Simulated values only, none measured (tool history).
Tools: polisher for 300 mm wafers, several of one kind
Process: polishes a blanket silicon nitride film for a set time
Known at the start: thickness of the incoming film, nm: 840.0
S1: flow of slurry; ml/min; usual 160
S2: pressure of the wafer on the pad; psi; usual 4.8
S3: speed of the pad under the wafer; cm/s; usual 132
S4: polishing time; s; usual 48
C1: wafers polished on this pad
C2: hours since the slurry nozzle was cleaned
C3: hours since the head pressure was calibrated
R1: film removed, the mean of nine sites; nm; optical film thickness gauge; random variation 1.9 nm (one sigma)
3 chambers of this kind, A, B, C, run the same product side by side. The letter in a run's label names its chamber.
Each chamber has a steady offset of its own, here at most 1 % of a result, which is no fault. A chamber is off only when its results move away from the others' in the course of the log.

| run | hour | S1 | S2 | S3 | S4 | C1 | C2 | C3 | R1 |
|---|---|---|---|---|---|---|---|---|---|
| 1B | 8.3 | 160 | 4.8 | 132 | 48 | 318 | 469.9 | 689.0 | 158.55 |
| 2C | 16.2 | 160 | 4.8 | 132 | 48 | 997 | 215.1 | 156.9 | 158.64 |
|  | 19.2 | chamber C: worn pad replaced by a new one |
| 3A | 21.7 | 160 | 4.8 | 132 | 48 | 986 | 169.7 | 97.8 | 159.05 |
|  | 25.9 | chamber B: head pressure recalibrated |
| 4A | 26.6 | 160 | 4.8 | 132 | 48 | 1070 | 174.6 | 102.7 | 158.92 |
| 5B | 33.1 | 160 | 4.8 | 132 | 48 | 747 | 494.7 | 7.2 | 160.56 |
|  | 35.8 | chamber B: worn pad replaced by a new one |
| 6C | 41.0 | 160 | 4.8 | 132 | 48 | 377 | 239.9 | 181.7 | 162.30 |
| 7C | 49.3 | 160 | 4.8 | 132 | 48 | 520 | 248.2 | 190.0 | 163.63 |
|  | 49.7 | chamber A: worn pad replaced by a new one |
| 8B | 53.9 | 160 | 4.8 | 132 | 48 | 313 | 515.5 | 28.0 | 157.26 |
| 9A | 61.0 | 160 | 4.8 | 132 | 48 | 196 | 209.0 | 137.1 | 161.07 |
| 10C | 66.5 | 160 | 4.8 | 132 | 48 | 818 | 265.4 | 207.2 | 163.64 |
| 11A | 72.5 | 160 | 4.8 | 132 | 48 | 395 | 220.5 | 148.6 | 161.68 |
|  | 77.8 | chamber B: worn pad replaced by a new one |
| 12B | 80.9 | 160 | 4.8 | 132 | 48 | 54 | 542.5 | 55.0 | 160.96 |
| 13C | 87.1 | 160 | 4.8 | 132 | 48 | 1174 | 286.0 | 227.8 | 161.12 |
|  | 89.5 | chamber C: worn pad replaced by a new one |
| 14B | 95.1 | 160 | 4.8 | 132 | 48 | 300 | 556.7 | 69.2 | 161.16 |
| 15A | 101.4 | 160 | 4.8 | 132 | 48 | 895 | 249.4 | 177.5 | 161.88 |
| 16C | 108.9 | 160 | 4.8 | 132 | 48 | 336 | 307.8 | 249.6 | 161.51 |
|  | 116.2 | chamber B: worn pad replaced by a new one |
| 17A | 116.4 | 160 | 4.8 | 132 | 48 | 1154 | 264.4 | 192.5 | 162.28 |
| 18B | 124.4 | 160 | 4.8 | 132 | 48 | 142 | 586.0 | 98.5 | 161.07 |
|  | 126.4 | chamber A: worn pad replaced by a new one |
| 19C | 132.4 | 160 | 4.8 | 132 | 48 | 742 | 331.3 | 273.1 | 157.52 |
| 20B | 140.1 | 160 | 4.8 | 132 | 48 | 413 | 601.7 | 114.2 | 160.69 |
| 21A | 147.7 | 160 | 4.8 | 132 | 48 | 369 | 295.7 | 223.8 | 157.64 |
|  | 147.8 | chamber C: worn pad replaced by a new one |
|  | 150.6 | chamber B: slurry nozzle cleaned |
| 22C | 156.1 | 160 | 4.8 | 132 | 48 | 144 | 355.0 | 296.8 | 163.00 |
|  | 157.8 | chamber B: worn pad replaced by a new one |
| 23B | 161.3 | 205 | 4.8 | 114 | 48 | 61 | 10.8 | 135.4 | 146.36 |
| 24A | 165.3 | 205 | 4.8 | 114 | 48 | 673 | 313.3 | 241.4 | 148.89 |
| 25A | 172.1 | 205 | 4.8 | 114 | 48 | 791 | 320.1 | 248.2 | 147.83 |
| 26B | 180.0 | 160 | 4.8 | 132 | 48 | 384 | 29.5 | 154.1 | 164.56 |
| 27C | 183.8 | 160 | 3.9 | 132 | 37 | 624 | 382.7 | 324.5 | 100.72 |
| 28B | 190.1 | 160 | 3.9 | 132 | 37 | 559 | 39.6 | 164.2 | 100.12 |
| 29C | 194.3 | 160 | 3.9 | 132 | 37 | 805 | 393.2 | 335.0 | 100.64 |
|  | 199.3 | chamber A: worn pad replaced by a new one |
| 30A | 200.4 | 160 | 4.8 | 132 | 48 | 20 | 348.4 | 276.5 | 160.80 |
| 31A | 204.7 | 160 | 4.8 | 132 | 48 | 94 | 352.7 | 280.8 | 160.23 |
|  | 205.3 | chamber C: worn pad replaced by a new one |
| 32C | 211.4 | 160 | 4.8 | 132 | 48 | 106 | 410.3 | 352.1 | 165.17 |

What goes on in this fleet: one chamber off, a drifting gauge, or nothing beyond the chambers' own small offsets? Name the chamber and the cause, if any.

No chamber stands off beyond its own small offset, and the gauge holds steady.

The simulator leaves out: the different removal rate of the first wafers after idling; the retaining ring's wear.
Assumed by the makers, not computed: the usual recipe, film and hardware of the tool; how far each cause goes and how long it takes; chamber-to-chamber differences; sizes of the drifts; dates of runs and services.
